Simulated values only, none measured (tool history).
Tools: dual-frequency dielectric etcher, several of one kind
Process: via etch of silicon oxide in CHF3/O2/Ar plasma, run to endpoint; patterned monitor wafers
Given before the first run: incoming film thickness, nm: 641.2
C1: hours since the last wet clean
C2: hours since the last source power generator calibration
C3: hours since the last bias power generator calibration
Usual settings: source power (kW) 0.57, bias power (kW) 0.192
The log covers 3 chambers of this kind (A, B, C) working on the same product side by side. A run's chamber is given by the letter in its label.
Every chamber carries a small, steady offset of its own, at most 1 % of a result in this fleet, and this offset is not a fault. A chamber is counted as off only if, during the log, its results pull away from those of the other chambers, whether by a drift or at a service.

Run 1B, hour 9.6: usual settings; C1 188.1; C2 2300.4; C3 2093.2. Result: endpoint time (s) 326.36.
Run 2C, hour 22.1: usual settings; C1 232.8; C2 2822.4; C3 2900.1. Result: endpoint time (s) 325.22.
Run 3A, hour 34.1: usual settings; C1 255.4; C2 2582.8; C3 2610.3. Result: endpoint time (s) 323.79.
Run 4A, hour 46.2: usual settings; C1 267.5; C2 2594.9; C3 2622.4. Result: endpoint time (s) 327.83.
Run 5C, hour 60.1: usual settings but source power (kW) 0.69; C1 270.8; C2 2860.4; C3 2938.1. Result: endpoint time (s) 302.41.
Run 6B, hour 72.4: usual settings but source power (kW) 0.69; C1 250.9; C2 2363.2; C3 2156. Result: endpoint time (s) 301.7.
Run 7C, hour 81.4: usual settings but source power (kW) 0.69; C1 292.1; C2 2881.7; C3 2959.4. Result: endpoint time (s) 304.62.
Run 8A, hour 89: usual settings; C1 310.3; C2 2637.7; C3 2665.2. Result: endpoint time (s) 325.46.
Run 9B, hour 101.4: usual settings; C1 279.9; C2 2392.2; C3 2185. Result: endpoint time (s) 327.83.
Run 10B, hour 111.2: usual settings; C1 289.7; C2 2402; C3 2194.8. Result: endpoint time (s) 325.66.
Run 11C, hour 123.8: usual settings; C1 334.5; C2 2924.1; C3 3001.8. Result: endpoint time (s) 323.89.
Run 12A, hour 138.8: usual settings; C1 360.1; C2 2687.5; C3 2715. Result: endpoint time (s) 325.7.
Run 13C, hour 149.3: usual settings; C1 360; C2 2949.6; C3 3027.3. Result: endpoint time (s) 324.35.
Run 14A, hour 159.6: usual settings but source power (kW) 0.48, bias power (kW) 0.237; C1 380.9; C2 2708.3; C3 2735.8. Result: endpoint time (s) 321.33.
Run 15B, hour 171: usual settings but source power (kW) 0.48, bias power (kW) 0.237; C1 349.5; C2 2461.8; C3 2254.6. Result: endpoint time (s) 321.69.
At hour 181.6: chamber C: wet clean of the chamber.
Run 16A, hour 186.7: usual settings but source power (kW) 0.48, bias power (kW) 0.237; C1 408; C2 2735.4; C3 2762.9. Result: endpoint time (s) 322.53.
Run 17B, hour 198.1: usual settings; C1 376.6; C2 2488.9; C3 2281.7. Result: endpoint time (s) 327.42.
Run 18C, hour 211.9: usual settings; C1 30.3; C2 3012.2; C3 3089.9. Result: endpoint time (s) 338.17.
Run 19C, hour 220.4: usual settings; C1 38.8; C2 3020.7; C3 3098.4. Result: endpoint time (s) 340.86.
At hour 222.7: chamber A: wet clean of the chamber.
Run 20A, hour 230.5: usual settings; C1 7.9; C2 2779.2; C3 2806.7. Result: endpoint time (s) 327.88.
Run 21B, hour 242.5: usual settings; C1 421; C2 2533.3; C3 2326.1. Result: endpoint time (s) 324.2.
At hour 247.7: chamber B: source power generator calibrated.
Run 22A, hour 249.8: usual settings but bias power (kW) 0.157; C1 27.2; C2 2798.5; C3 2826. Result: endpoint time (s) 352.54.
Run 23C, hour 260: usual settings but bias power (kW) 0.157; C1 78.4; C2 3060.3; C3 3138. Result: endpoint time (s) 362.34.
Run 24B, hour 269.1: usual settings but bias power (kW) 0.157; C1 447.6; C2 21.5; C3 2352.7. Result: endpoint time (s) 348.35.
Run 25A, hour 282.3: usual settings; C1 59.7; C2 2831; C3 2858.5. Result: endpoint time (s) 324.57.
At hour 282.6: chamber A: source power generator calibrated.
Run 26C, hour 294.7: usual settings; C1 113.1; C2 3095; C3 3172.7. Result: endpoint time (s) 338.21.
Run 27B, hour 303.7: usual settings; C1 482.2; C2 56.1; C3 2387.3. Result: endpoint time (s) 323.86.
Run 28C, hour 315.3: usual settings; C1 133.7; C2 3115.6; C3 3193.3. Result: endpoint time (s) 339.65.
Run 29B, hour 331.2: usual settings; C1 509.7; C2 83.6; C3 2414.8. Result: endpoint time (s) 326.74.
Run 30A, hour 343.6: usual settings; C1 121; C2 61; C3 2919.8. Result: endpoint time (s) 326.69.
Run 31C, hour 355.7: usual settings but source power (kW) 0.69; C1 174.1; C2 3156; C3 3233.7. Result: endpoint time (s) 315.48.
Run 32A, hour 369.6: usual settings but source power (kW) 0.69; C1 147; C2 87; C3 2945.8. Result: endpoint time (s) 306.05.
Run 33B, hour 377.5: usual settings but source power (kW) 0.69; C1 556; C2 129.9; C3 2461.1. Result: endpoint time (s) 303.12.
Run 34A, hour 388.9: usual settings; C1 166.3; C2 106.3; C3 2965.1. Result: endpoint time (s) 323.6.
Run 35B, hour 402.2: usual settings; C1 580.7; C2 154.6; C3 2485.8. Result: endpoint time (s) 326.19.
Run 36C, hour 413.1: usual settings but source power (kW) 0.52, bias power (kW) 0.169; C1 231.5; C2 3213.4; C3 3291.1. Result: endpoint time (s) 365.48.
Run 37C, hour 422: usual settings but source power (kW) 0.52, bias power (kW) 0.169; C1 240.4; C2 3222.3; C3 3300. Result: endpoint time (s) 363.55.

Next, every chamber runs the same settings. What will each give?
Run 38A, hour 433.6: usual settings. Result: endpoint time (s) ?.
Run 38B, hour 433.6: usual settings. Result: endpoint time (s) ?.
Run 38C, hour 433.6: usual settings. Result: endpoint time (s) ?.

run  endpoint time (s)
38A             326.75
38B              326.4
38C             335.83
